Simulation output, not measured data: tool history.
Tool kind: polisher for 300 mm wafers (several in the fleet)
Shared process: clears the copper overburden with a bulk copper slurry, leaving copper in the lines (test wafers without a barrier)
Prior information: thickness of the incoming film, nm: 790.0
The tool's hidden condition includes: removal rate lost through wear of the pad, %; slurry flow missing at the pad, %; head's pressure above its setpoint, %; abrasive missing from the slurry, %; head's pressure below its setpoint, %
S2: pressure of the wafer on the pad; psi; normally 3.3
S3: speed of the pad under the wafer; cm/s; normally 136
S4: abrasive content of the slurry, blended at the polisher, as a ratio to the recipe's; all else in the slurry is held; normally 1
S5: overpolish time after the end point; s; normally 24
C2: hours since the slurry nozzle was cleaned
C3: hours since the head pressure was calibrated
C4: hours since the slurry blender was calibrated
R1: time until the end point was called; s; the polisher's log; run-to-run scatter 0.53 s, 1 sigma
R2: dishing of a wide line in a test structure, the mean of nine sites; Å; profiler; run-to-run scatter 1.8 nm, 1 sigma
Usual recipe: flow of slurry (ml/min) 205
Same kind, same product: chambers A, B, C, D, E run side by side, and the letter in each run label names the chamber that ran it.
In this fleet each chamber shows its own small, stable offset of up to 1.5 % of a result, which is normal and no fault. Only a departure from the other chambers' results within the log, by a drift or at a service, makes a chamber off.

Run 1C, hour 4.7: usual settings; wafers polished on this pad 386; C2 307.4; C3 323.1; C4 255.4. Result: R1 47.282 s, R2 960.42 Å.
Run 2D, hour 10.3: usual settings; wafers polished on this pad 471; C2 259; C3 152.6; C4 160.6. Result: R1 47.851 s, R2 990.58 Å.
Run 3A, hour 15.5: usual settings; wafers polished on this pad 866; C2 246.4; C3 53.6; C4 28.1. Result: R1 47.8 s, R2 991.92 Å.
Run 4E, hour 19.9: usual settings; wafers polished on this pad 692; C2 528.1; C3 223.4; C4 160. Result: R1 47.428 s, R2 984.38 Å.
Run 5B, hour 24.1: usual settings; wafers polished on this pad 285; C2 164.3; C3 331.6; C4 133.5. Result: R1 47.73 s, R2 971.82 Å.
Run 6A, hour 28.3: usual settings; wafers polished on this pad 951; C2 259.2; C3 66.4; C4 40.9. Result: R1 47.111 s, R2 992.88 Å.
At hour 31.6: chamber B: slurry blender recalibrated.
Run 7B, hour 31.8: usual settings; wafers polished on this pad 336; C2 172; C3 339.3; C4 0.3. Result: R1 47.994 s, R2 1004 Å.
Run 8E, hour 35.3: usual settings but S2 2.7 psi, S3 168 cm/s; wafers polished on this pad 794; C2 543.5; C3 238.8; C4 175.4. Result: R1 47.188 s, R2 930.88 Å.
Run 9C, hour 40.5: usual settings but S2 2.7 psi, S3 168 cm/s; wafers polished on this pad 623; C2 343.2; C3 358.9; C4 291.2. Result: R1 46.565 s, R2 899.31 Å.
Run 10D, hour 45.3: usual settings but S2 2.7 psi, S3 168 cm/s; wafers polished on this pad 702; C2 294; C3 187.6; C4 195.6. Result: R1 47.044 s, R2 932.98 Å.
Run 11B, hour 48.9: usual settings but S2 2.7 psi, S3 168 cm/s; wafers polished on this pad 449; C2 189.1; C3 356.4; C4 17.4. Result: R1 46.95 s, R2 920.24 Å.
At hour 49.8: chamber E: slurry blender recalibrated.
Run 12D, hour 52.3: usual settings but S2 2.7 psi, S3 168 cm/s; wafers polished on this pad 749; C2 301; C3 194.6; C4 202.6. Result: R1 47.606 s, R2 938.17 Å.
Run 13C, hour 56.8: usual settings; wafers polished on this pad 731; C2 359.5; C3 375.2; C4 307.5. Result: R1 47.766 s, R2 1004 Å.
Run 14E, hour 60.2: usual settings but S2 3.7 psi, S4 1.2; wafers polished on this pad 959; C2 568.4; C3 263.7; C4 10.5. Result: R1 40.374 s, R2 1046.8 Å.
At hour 60.3: chamber D: slurry nozzle cleaned.
Run 15A, hour 65.9: usual settings but S2 3.7 psi, S4 1.2; wafers polished on this pad 1200; C2 296.8; C3 104; C4 78.5. Result: R1 40.493 s, R2 1081.4 Å.
Run 16B, hour 69.9: usual settings but S2 3.7 psi, S4 1.2; wafers polished on this pad 588; C2 210.1; C3 377.4; C4 38.4. Result: R1 40.974 s, R2 1023.2 Å.
Run 17E, hour 73.9: usual settings but S2 3.7 psi, S4 1.2; wafers polished on this pad 1050; C2 582.1; C3 277.4; C4 24.2. Result: R1 39.929 s, R2 1042.1 Å.
At hour 74.4: chamber B: head pressure recalibrated.
Run 18C, hour 77.1: usual settings but S2 3.7 psi, S4 1.2; wafers polished on this pad 866; C2 379.8; C3 395.5; C4 327.8. Result: R1 40.666 s, R2 1028.5 Å.
Run 19A, hour 80.3: usual settings; wafers polished on this pad 1295; C2 311.2; C3 118.4; C4 92.9. Result: R1 46.43 s, R2 973.07 Å.
Run 20D, hour 86.5: usual settings but flow of slurry (ml/min) 140; wafers polished on this pad 975; C2 26.2; C3 228.8; C4 236.8. Result: R1 50.169 s, R2 970.14 Å.
At hour 86.6: chamber A: worn pad replaced by a new one.
At hour 90.9: chamber C: worn pad replaced by a new one.
Run 21C, hour 91.1: usual settings but flow of slurry (ml/min) 140; wafers polished on this pad 1; C2 393.8; C3 409.5; C4 341.8. Result: R1 49.956 s, R2 994.95 Å.
Run 22E, hour 95.3: usual settings but flow of slurry (ml/min) 140; wafers polished on this pad 1192; C2 603.5; C3 298.8; C4 45.6. Result: R1 49.971 s, R2 984.04 Å.
At hour 96.2: chamber E: worn pad replaced by a new one.
Run 23D, hour 100.7: usual settings but flow of slurry (ml/min) 140; wafers polished on this pad 1069; C2 40.4; C3 243; C4 251. Result: R1 51.313 s, R2 952.26 Å.
Run 24B, hour 106: usual settings but flow of slurry (ml/min) 140; wafers polished on this pad 828; C2 246.2; C3 31.7; C4 74.5. Result: R1 51.13 s, R2 995.78 Å.
Run 25A, hour 111.3: usual settings but S4 1.2; wafers polished on this pad 163; C2 342.2; C3 149.4; C4 123.9. Result: R1 45.282 s, R2 989.22 Å.
Run 26B, hour 117.5: usual settings but S4 1.2; wafers polished on this pad 904; C2 257.7; C3 43.2; C4 86. Result: R1 45.583 s, R2 1025.4 Å.
Run 27A, hour 123.3: usual settings but S4 1.2; wafers polished on this pad 243; C2 354.2; C3 161.4; C4 135.9. Result: R1 45.41 s, R2 957.66 Å.
Run 28C, hour 126.2: usual settings but S4 1.2; wafers polished on this pad 234; C2 428.9; C3 444.6; C4 376.9. Result: R1 45.078 s, R2 1016.1 Å.
Run 29E, hour 130.5: usual settings but S4 1.2; wafers polished on this pad 227; C2 638.7; C3 334; C4 80.8. Result: R1 45.727 s, R2 988.47 Å.
Run 30D, hour 137: usual settings; wafers polished on this pad 1310; C2 76.7; C3 279.3; C4 287.3. Result: R1 49.991 s, R2 991.31 Å.
At hour 138.5: chamber D: slurry blender recalibrated.
Run 31E, hour 140: usual settings; wafers polished on this pad 290; C2 648.2; C3 343.5; C4 90.3. Result: R1 46.647 s, R2 1024.2 Å.
Run 32A, hour 143.7: usual settings; wafers polished on this pad 378; C2 374.6; C3 181.8; C4 156.3. Result: R1 47.375 s, R2 982.2 Å.
Run 33B, hour 148.1: usual settings; wafers polished on this pad 1106; C2 288.3; C3 73.8; C4 116.6. Result: R1 46.966 s, R2 1010.2 Å.
Run 34C, hour 152.9: usual settings; wafers polished on this pad 410; C2 455.6; C3 471.3; C4 403.6. Result: R1 46.731 s, R2 987.4 Å.
At hour 157.1: chamber B: worn pad replaced by a new one.
At hour 157.6: chamber B: slurry blender recalibrated.
Run 35D, hour 159.3: usual settings; wafers polished on this pad 1457; C2 99; C3 301.6; C4 20.8. Result: R1 50.158 s, R2 980.76 Å.
At hour 162: chamber A: slurry nozzle cleaned.
Run 36E, hour 162.9: usual settings; wafers polished on this pad 442; C2 671.1; C3 366.4; C4 113.2. Result: R1 47.359 s, R2 991.01 Å.
Run 37D, hour 167.2: usual settings; wafers polished on this pad 1510; C2 106.9; C3 309.5; C4 28.7. Result: R1 50.904 s, R2 985.42 Å.
Run 38B, hour 170.8: usual settings; wafers polished on this pad 91; C2 311; C3 96.5; C4 13.2. Result: R1 47.746 s, R2 1002.7 Å.
Run 39C, hour 175.1: usual settings; wafers polished on this pad 557; C2 477.8; C3 493.5; C4 425.8. Result: R1 47.739 s, R2 963.71 Å.
Run 40A, hour 180.4: usual settings; wafers polished on this pad 621; C2 18.5; C3 218.5; C4 193. Result: R1 46.93 s, R2 965.02 Å.

Decide between three cases: one chamber stands off from its peers, the gauge reading all wafers drifts, or nothing is wrong past each chamber's small offset. Where a chamber is off, say which and what most likely put it there.

Chamber D drifts away from the others.
Likeliest cause: removal rate lost through wear of the pad, % = 6.72.

Below are 4 candidate recipes for chamber D's next run, each the usual settings with a change, their results shown as question marks. Which of them brings D's results back in line with what the other chambers give on the usual settings?
Counts as in line when no further than this from what the other chambers average on the usual settings: R1 1.9 s; R2 62 Å
Run 41D-1, hour 185.1: usual settings but S2 3.2 psi, S3 128 cm/s, S5 25 s. Result: R1 ?, R2 ?.
Run 41D-2, hour 185.1: usual settings but S2 3.5 psi, S3 150 cm/s, S5 22 s. Result: R1 ?, R2 ?.
Run 41D-3, hour 185.1: usual settings but S2 3.4 psi, S3 144 cm/s, S5 23 s. Result: R1 ?, R2 ?.
Run 41D-4, hour 185.1: usual settings but flow of slurry (ml/min) 200, S2 3.2 psi, S3 122 cm/s, S5 26 s. Result: R1 ?, R2 ?.

Mean of the other chambers on the usual settings: R1 47.147 s; R2 992.53 Å
  run      R1      R2
41D-1   55.96  970.67
41D-2  43.651  1017.3
41D-3  46.809  1004.6
41D-4  58.911  968.46
Change 41D-3 lands the chamber within the allowed miss of the other chambers.
